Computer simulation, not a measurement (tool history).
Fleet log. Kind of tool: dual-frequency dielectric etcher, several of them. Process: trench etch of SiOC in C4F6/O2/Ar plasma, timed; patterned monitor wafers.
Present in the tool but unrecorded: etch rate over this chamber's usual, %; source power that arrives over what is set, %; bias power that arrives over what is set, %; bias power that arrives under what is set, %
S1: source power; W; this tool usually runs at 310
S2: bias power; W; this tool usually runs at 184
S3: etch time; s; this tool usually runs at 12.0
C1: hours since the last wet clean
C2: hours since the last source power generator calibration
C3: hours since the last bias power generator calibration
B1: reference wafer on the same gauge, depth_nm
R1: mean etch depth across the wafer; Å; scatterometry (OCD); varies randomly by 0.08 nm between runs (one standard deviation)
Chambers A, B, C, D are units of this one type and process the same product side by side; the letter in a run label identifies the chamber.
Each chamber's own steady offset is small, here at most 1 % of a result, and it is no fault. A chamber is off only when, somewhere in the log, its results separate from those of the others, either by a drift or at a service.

run 1D day=0.179 | S1=310 S2=184 S3=12.0 | C1=78.2 C2=68.3 C3=2991.0 | B1=20.994 | R1=227.00
run 2C day=0.442 | S1=310 S2=184 S3=12.0 | C1=388.5 C2=1096.2 C3=2640.4 | B1=21.003 | R1=227.49
run 3A day=0.771 | S1=310 S2=184 S3=12.0 | C1=198.1 C2=296.1 C3=882.5 | B1=21.007 | R1=227.03
run 4B day=1.050 | S1=310 S2=184 S3=12.0 | C1=281.9 C2=1430.2 C3=4220.6 | B1=21.006 | R1=227.11
run 5C day=1.300 | S1=310 S2=184 S3=12.0 | C1=409.1 C2=1116.8 C3=2661.0 | B1=20.991 | R1=228.39
run 6A day=1.558 | S1=310 S2=184 S3=12.0 | C1=217.0 C2=315.0 C3=901.4 | B1=20.991 | R1=225.72
run 7D day=1.867 | S1=360 S2=184 S3=14.0 | C1=118.7 C2=108.8 C3=3031.5 | B1=20.991 | R1=282.53
run 8B day=2.071 | S1=360 S2=184 S3=14.0 | C1=306.4 C2=1454.7 C3=4245.1 | B1=20.983 | R1=282.59
run 9A day=2.446 | S1=360 S2=184 S3=14.0 | C1=238.3 C2=336.3 C3=922.7 | B1=20.993 | R1=280.01
run 10B day=2.704 | S1=360 S2=184 S3=14.0 | C1=321.6 C2=1469.9 C3=4260.3 | B1=20.974 | R1=279.64
run 11D day=2.942 | S1=310 S2=184 S3=12.0 | C1=144.5 C2=134.6 C3=3057.3 | B1=20.998 | R1=227.10
run 12C day=3.117 | S1=310 S2=184 S3=12.0 | C1=452.7 C2=1160.4 C3=2704.6 | B1=20.997 | R1=227.85
run 13D day=3.392 | S1=310 S2=184 S3=12.0 | C1=155.3 C2=145.4 C3=3068.1 | B1=21.002 | R1=227.65
run 14B day=3.717 | S1=310 S2=184 S3=12.0 | C1=345.9 C2=1494.2 C3=4284.6 | B1=20.997 | R1=228.53
run 15C day=3.958 | S1=310 S2=184 S3=12.0 | C1=472.9 C2=1180.6 C3=2724.8 | B1=21.010 | R1=229.57
run 16A day=4.133 | S1=310 S2=184 S3=12.0 | C1=278.8 C2=376.8 C3=963.2 | B1=21.013 | R1=227.28
run 17D day=4.417 | S1=310 S2=184 S3=12.0 | C1=179.9 C2=170.0 C3=3092.7 | B1=20.987 | R1=226.39
run 18B day=4.608 | S1=310 S2=184 S3=12.0 | C1=367.3 C2=1515.6 C3=4306.0 | B1=20.989 | R1=226.08
run 19A day=4.979 | S1=310 S2=184 S3=12.0 | C1=299.1 C2=397.1 C3=983.5 | B1=20.996 | R1=229.18
run 20C day=5.267 | S1=310 S2=184 S3=12.0 | C1=504.3 C2=1212.0 C3=2756.2 | B1=21.006 | R1=229.06
run 21B day=5.550 | S1=270 S2=168 S3=12.0 | C1=389.9 C2=1538.2 C3=4328.6 | B1=21.017 | R1=208.48
-- day=5.646 chamber B: bias power generator calibrated
run 22C day=5.908 | S1=270 S2=168 S3=12.0 | C1=519.7 C2=1227.4 C3=2771.6 | B1=21.000 | R1=211.17
run 23D day=6.279 | S1=270 S2=168 S3=12.0 | C1=224.6 C2=214.7 C3=3137.4 | B1=21.004 | R1=207.26
-- day=6.317 chamber C: bias power generator calibrated
run 24A day=6.642 | S1=270 S2=168 S3=12.0 | C1=339.0 C2=437.0 C3=1023.4 | B1=20.993 | R1=211.36
run 25A day=6.817 | S1=310 S2=184 S3=12.0 | C1=343.2 C2=441.2 C3=1027.6 | B1=20.986 | R1=231.36
run 26C day=7.108 | S1=310 S2=184 S3=12.0 | C1=548.5 C2=1256.2 C3=19.0 | B1=20.999 | R1=228.96
run 27B day=7.388 | S1=310 S2=184 S3=12.0 | C1=434.0 C2=1582.3 C3=41.8 | B1=21.001 | R1=228.32
run 28D day=7.675 | S1=310 S2=184 S3=12.0 | C1=258.1 C2=248.2 C3=3170.9 | B1=21.009 | R1=228.26
-- day=7.950 chamber C: wet clean of the chamber
run 29C day=8.000 | S1=310 S2=184 S3=12.0 | C1=1.2 C2=1277.6 C3=40.4 | B1=21.011 | R1=228.65
run 30D day=8.338 | S1=310 S2=184 S3=13.5 | C1=274.0 C2=264.1 C3=3186.8 | B1=20.996 | R1=255.14
run 31A day=8.679 | S1=310 S2=184 S3=13.5 | C1=387.9 C2=485.9 C3=1072.3 | B1=21.023 | R1=262.43
run 32B day=8.883 | S1=310 S2=184 S3=13.5 | C1=469.9 C2=1618.2 C3=77.7 | B1=21.002 | R1=256.17
run 33C day=9.133 | S1=310 S2=184 S3=13.5 | C1=28.4 C2=1304.8 C3=67.6 | B1=21.006 | R1=257.38
run 34B day=9.375 | S1=310 S2=184 S3=12.0 | C1=481.7 C2=1630.0 C3=89.5 | B1=20.998 | R1=227.45
run 35D day=9.579 | S1=310 S2=184 S3=12.0 | C1=303.8 C2=293.9 C3=3216.6 | B1=20.990 | R1=225.57
-- day=9.596 chamber D: bias power generator calibrated
run 36A day=9.788 | S1=310 S2=184 S3=12.0 | C1=414.5 C2=512.5 C3=1098.9 | B1=21.005 | R1=236.09
run 37B day=9.954 | S1=310 S2=184 S3=12.0 | C1=495.6 C2=1643.9 C3=103.4 | B1=20.981 | R1=228.00
run 38D day=10.296 | S1=310 S2=226 S3=10.5 | C1=321.0 C2=311.1 C3=16.9 | B1=20.984 | R1=211.97
run 39A day=10.479 | S1=310 S2=226 S3=10.5 | C1=431.1 C2=529.1 C3=1115.5 | B1=21.005 | R1=219.26
run 40C day=10.683 | S1=310 S2=226 S3=10.5 | C1=65.6 C2=1342.0 C3=104.8 | B1=20.997 | R1=214.79
-- day=10.867 chamber D: wet clean of the chamber
run 41D day=10.971 | S1=310 S2=226 S3=10.5 | C1=2.5 C2=327.3 C3=33.1 | B1=21.014 | R1=212.64

Next, every chamber runs the same settings. What will each give?
run 42A day=11.242 | S1=310 S2=184 S3=15.0 | R1=?
run 42B day=11.242 | S1=310 S2=184 S3=15.0 | R1=?
run 42C day=11.242 | S1=310 S2=184 S3=15.0 | R1=?
run 42D day=11.242 | S1=310 S2=184 S3=15.0 | R1=?

run=42A R1=295.39
run=42B R1=285.74
run=42C R1=284.94
run=42D R1=282.75
